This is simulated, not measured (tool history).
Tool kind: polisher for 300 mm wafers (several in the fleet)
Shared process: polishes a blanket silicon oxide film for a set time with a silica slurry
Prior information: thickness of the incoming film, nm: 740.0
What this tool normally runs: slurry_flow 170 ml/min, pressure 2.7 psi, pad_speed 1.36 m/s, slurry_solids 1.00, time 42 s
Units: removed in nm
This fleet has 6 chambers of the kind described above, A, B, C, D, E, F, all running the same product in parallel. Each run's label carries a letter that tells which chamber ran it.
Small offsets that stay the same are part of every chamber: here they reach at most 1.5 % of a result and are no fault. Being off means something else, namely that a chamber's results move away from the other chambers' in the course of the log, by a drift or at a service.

run,hour,slurry_flow,pressure,pad_speed,slurry_solids,time,wafers polished on this pad,hours since the slurry nozzle was cleaned,hours since the head pressure was calibrated,hours since the slurry blender was calibrated,hours since the conditioning disc was replaced,removed
1B,6.9,170,2.7,1.36,1.00,42,562,523.2,306.7,273.7,381.0,100.770
2F,14.5,170,2.7,1.36,1.00,42,255,354.5,822.2,33.4,22.6,101.900
3C,20.6,170,2.7,1.36,1.00,42,462,315.8,29.7,455.1,119.2,98.584
4D,28.5,170,2.7,1.36,1.00,42,955,235.9,318.2,287.4,89.3,100.820
# hour 34.7: chamber D: slurry nozzle cleaned
5A,35.6,170,2.7,1.36,1.15,42,552,333.9,614.9,155.8,82.8,107.250
6E,40.2,170,2.7,1.36,1.15,42,580,180.4,638.7,354.5,406.3,108.280
# hour 40.9: chamber A: head pressure recalibrated
7A,46.6,170,2.7,1.36,1.15,42,627,344.9,5.8,166.8,93.8,105.880
# hour 50.7: chamber C: slurry blender recalibrated
8D,50.7,170,2.7,1.36,1.15,42,1107,16.0,340.4,309.6,111.5,105.950
# hour 54.9: chamber C: worn pad replaced by a new one
# hour 57.5: chamber A: worn pad replaced by a new one
9F,58.4,170,2.7,1.36,1.15,42,555,398.4,866.1,77.3,66.5,105.630
# hour 62.2: chamber A: slurry blender recalibrated
10E,64.6,170,2.7,1.36,1.15,42,746,204.8,663.1,378.9,430.7,105.050
# hour 68.3: chamber F: worn pad replaced by a new one
11C,72.7,170,2.7,1.36,1.00,42,122,367.9,81.8,22.0,171.3,97.594
# hour 76.7: chamber D: worn pad replaced by a new one
12B,78.8,170,2.7,1.36,1.00,42,1054,595.1,378.6,345.6,452.9,101.590
# hour 82.8: chamber E: worn pad replaced by a new one
# hour 83.6: chamber E: head pressure recalibrated
13D,86.6,170,2.7,1.36,1.00,42,68,51.9,376.3,345.5,147.4,99.245
# hour 87.0: chamber B: slurry blender recalibrated
# hour 88.9: chamber E: slurry blender recalibrated
# hour 89.7: chamber B: slurry nozzle cleaned
14E,94.4,170,2.7,1.36,1.00,42,79,234.6,10.9,5.6,460.5,100.780
15F,102.5,170,2.7,1.36,1.00,42,234,442.5,910.2,121.4,110.6,99.109
# hour 106.0: chamber F: conditioning disc replaced and pad reconditioned
16B,108.2,170,2.7,1.36,1.00,42,1255,18.6,408.0,21.3,482.3,98.233
# hour 110.0: chamber E: conditioning disc replaced and pad reconditioned
17C,116.1,170,2.7,1.36,1.00,42,419,411.3,125.2,65.4,214.7,97.508
18A,120.1,125,2.7,1.36,0.80,42,428,418.4,79.3,58.0,167.3,84.071
19C,126.6,125,2.7,1.36,0.80,42,491,421.8,135.7,75.9,225.2,82.783
# hour 128.1: chamber D: conditioning disc replaced and pad reconditioned
20F,135.0,125,2.7,1.36,0.80,42,456,475.0,942.7,153.9,29.1,84.443
# hour 139.2: chamber D: slurry blender recalibrated
21B,140.3,125,2.7,1.36,0.80,42,1475,50.7,440.1,53.4,514.4,81.829
22D,145.9,125,2.7,1.36,0.80,42,474,111.2,435.6,6.7,17.8,86.499
23A,150.1,125,2.7,1.36,0.80,42,633,448.4,109.3,88.0,197.3,84.182
# hour 150.5: chamber C: worn pad replaced by a new one
# hour 154.2: chamber A: worn pad replaced by a new one
24E,154.6,170,2.7,1.36,0.80,42,491,294.8,71.1,65.8,44.6,88.193
25E,162.2,170,2.7,1.36,0.80,42,543,302.4,78.7,73.4,52.2,89.873
26A,168.7,170,2.7,1.36,0.80,42,99,467.0,127.9,106.6,215.9,89.313
# hour 169.8: chamber C: slurry nozzle cleaned
# hour 173.9: chamber F: worn pad replaced by a new one
27C,174.9,170,2.7,1.36,0.80,42,167,5.1,184.0,124.2,273.5,89.171
# hour 182.5: chamber F: slurry nozzle cleaned
28D,183.3,170,2.7,1.36,0.80,42,729,148.6,473.0,44.1,55.2,88.913
29F,190.3,170,2.7,1.36,0.80,42,112,7.9,998.0,209.2,84.4,90.120
30B,194.2,170,2.7,1.36,1.00,42,1844,104.6,494.0,107.3,568.3,93.289
31B,199.8,170,2.7,1.36,1.00,42,1882,110.2,499.6,112.9,573.9,93.786
32C,208.2,170,2.7,1.36,0.75,42,395,38.4,217.3,157.5,306.8,84.839
33E,216.2,170,2.7,1.36,0.75,42,913,356.4,132.7,127.4,106.2,87.172
# hour 217.7: chamber E: worn pad replaced by a new one
34F,220.7,170,2.7,1.36,0.75,42,320,38.3,1028.4,239.6,114.8,87.822
# hour 225.1: chamber F: conditioning disc replaced and pad reconditioned
35D,226.0,170,2.7,1.36,0.75,42,1022,191.3,515.7,86.8,97.9,88.103
36A,233.2,170,2.7,1.36,0.75,42,540,531.5,192.4,171.1,280.4,85.630
37C,238.5,170,2.7,1.36,0.75,42,602,68.7,247.6,187.8,337.1,87.523
# hour 243.5: chamber B: conditioning disc replaced and pad reconditioned
38E,245.1,170,2.7,1.36,1.00,27,187,385.3,161.6,156.3,135.1,65.010
# hour 249.7: chamber F: head pressure recalibrated
39D,249.7,170,2.7,1.36,1.00,27,1184,215.0,539.4,110.5,121.6,65.011
40B,254.9,170,2.7,1.36,1.00,27,2259,165.3,554.7,168.0,11.5,59.774
# hour 256.8: chamber F: worn pad replaced by a new one
# hour 258.6: chamber F: slurry blender recalibrated
41F,263.3,170,2.7,1.36,1.00,27,44,80.9,13.6,4.8,38.3,64.726

Which is it: a chamber that has drifted or been left off by a service, a gauge drift common to all chambers, or only each chamber's usual small offset? If a chamber is off, name it and its likeliest cause.

One chamber, B, drifts off from the rest bit by bit.
Cause: removal rate lost through wear of the pad, % = 8.15.
The log may not tell that from: slurry flow missing at the pad, %; head's pressure below its setpoint, %; abrasive missing from the slurry, %.

Here are 4 candidates for chamber B's next run, each the usual settings with a change, their results left as question marks. Which one brings its results back in line with what the others give on the usual settings?
Maximum distance from the other chambers' mean on the usual settings for a result to count as in line: removed 3.800 nm
42B-1,269.4,170,2.8,1.36,1.00,44,,,,,,?
42B-2,269.4,170,2.6,1.32,1.00,41,,,,,,?
42B-3,269.4,170,2.7,1.36,1.00,49,,,,,,?
42B-4,269.4,170,2.5,1.36,1.00,39,,,,,,?

Other chambers, usual settings, mean: removed 99.906 nm
run,removed
42B-1,99.896
42B-2,84.515
42B-3,107.330
42B-4,79.186
The answer is 42B-1, which returns the chamber to within the allowed miss of the others.
